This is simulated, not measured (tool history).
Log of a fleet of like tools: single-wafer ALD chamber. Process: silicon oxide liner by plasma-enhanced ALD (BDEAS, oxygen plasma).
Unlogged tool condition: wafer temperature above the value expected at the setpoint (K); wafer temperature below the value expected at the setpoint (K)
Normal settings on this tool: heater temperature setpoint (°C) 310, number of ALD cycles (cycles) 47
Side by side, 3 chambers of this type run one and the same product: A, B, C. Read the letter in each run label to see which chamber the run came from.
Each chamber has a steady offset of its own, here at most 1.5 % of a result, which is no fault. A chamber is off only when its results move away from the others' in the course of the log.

run   hour  heater temperature setpoint (°C)  number of ALD cycles (cycles)  hours since the last thermocouple change  read-back reference wafer on the same gauge, thickness_nm  mean film thickness on the monitor wafer (Å)
 1B   12.7                               310                             47                                    1688.9                                                     4.4696                                        42.966
 2C   21.2                               310                             47                                     710.2                                                     4.4685                                        42.596
 3A   28.3                               310                             47                                    1387.3                                                     4.4696                                        43.262
 4B   36.2                               310                             47                                    1712.4                                                     4.4689                                        42.934
 5A   45.4                               310                             47                                    1404.4                                                     4.4675                                        43.050
 6C   59.4                               310                             47                                     748.4                                                     4.4648                                        42.662
 7A   71.9                               310                             47                                    1430.9                                                     4.4638                                        43.186
 8C   79.7                               310                             47                                     768.7                                                     4.4651                                        42.613
      85.9  -- chamber B: thermocouple changed; heater temperature recalibrated
 9B   86.5                               310                             47                                       0.7                                                     4.4647                                        42.879
10C   96.0                               302                             47                                     785.0                                                     4.4645                                        43.232
11B  103.3                               302                             47                                      17.5                                                     4.4639                                        43.378
12A  115.5                               302                             47                                    1474.5                                                     4.4622                                        43.617
13A  123.6                               310                             47                                    1482.6                                                     4.4636                                        43.166
14B  131.3                               310                             47                                      45.5                                                     4.4615                                        42.938
15C  141.3                               310                             47                                     830.3                                                     4.4608                                        42.646
16A  155.1                               310                             47                                    1514.1                                                     4.4604                                        43.100
17B  166.6                               310                             47                                      80.8                                                     4.4593                                        42.762
18C  176.1                               310                             47                                     865.1                                                     4.4592                                        42.673
19C  185.8                               310                             47                                     874.8                                                     4.4580                                        42.559
20B  195.1                               324                             43                                     109.3                                                     4.4582                                        38.267
21A  204.8                               324                             43                                    1563.8                                                     4.4559                                        38.594
22B  213.0                               324                             43                                     127.2                                                     4.4572                                        38.484
23A  223.2                               310                             47                                    1582.2                                                     4.4569                                        42.975
24C  230.4                               310                             47                                     919.4                                                     4.4548                                        42.484
25A  238.2                               310                             47                                    1597.2                                                     4.4533                                        42.954
26C  246.3                               310                             47                                     935.3                                                     4.4538                                        42.551
27B  259.9                               310                             47                                     174.1                                                     4.4538                                        42.817
28A  266.9                               310                             47                                    1625.9                                                     4.4521                                        43.009
29B  275.3                               310                             47                                     189.5                                                     4.4520                                        42.776
30C  282.4                               310                             47                                     971.4                                                     4.4515                                        42.543
31C  295.8                               310                             44                                     984.8                                                     4.4507                                        39.740
32A  307.9                               310                             44                                    1666.9                                                     4.4507                                        40.235
33B  317.8                               310                             44                                     232.0                                                     4.4496                                        40.015
34B  326.9                               310                             47                                     241.1                                                     4.4478                                        42.643
35A  338.3                               310                             47                                    1697.3                                                     4.4474                                        43.017
36C  349.7                               310                             47                                    1038.7                                                     4.4478                                        42.427

One chamber off, gauge drift, or nothing amiss beyond the chambers' own small offsets? If it is a chamber, which one, and what is the likeliest cause?

The gauge drifts, so all chambers seem to drift together. No chamber is off.
Most likely cause: gauge reads low (%) = 0.512.
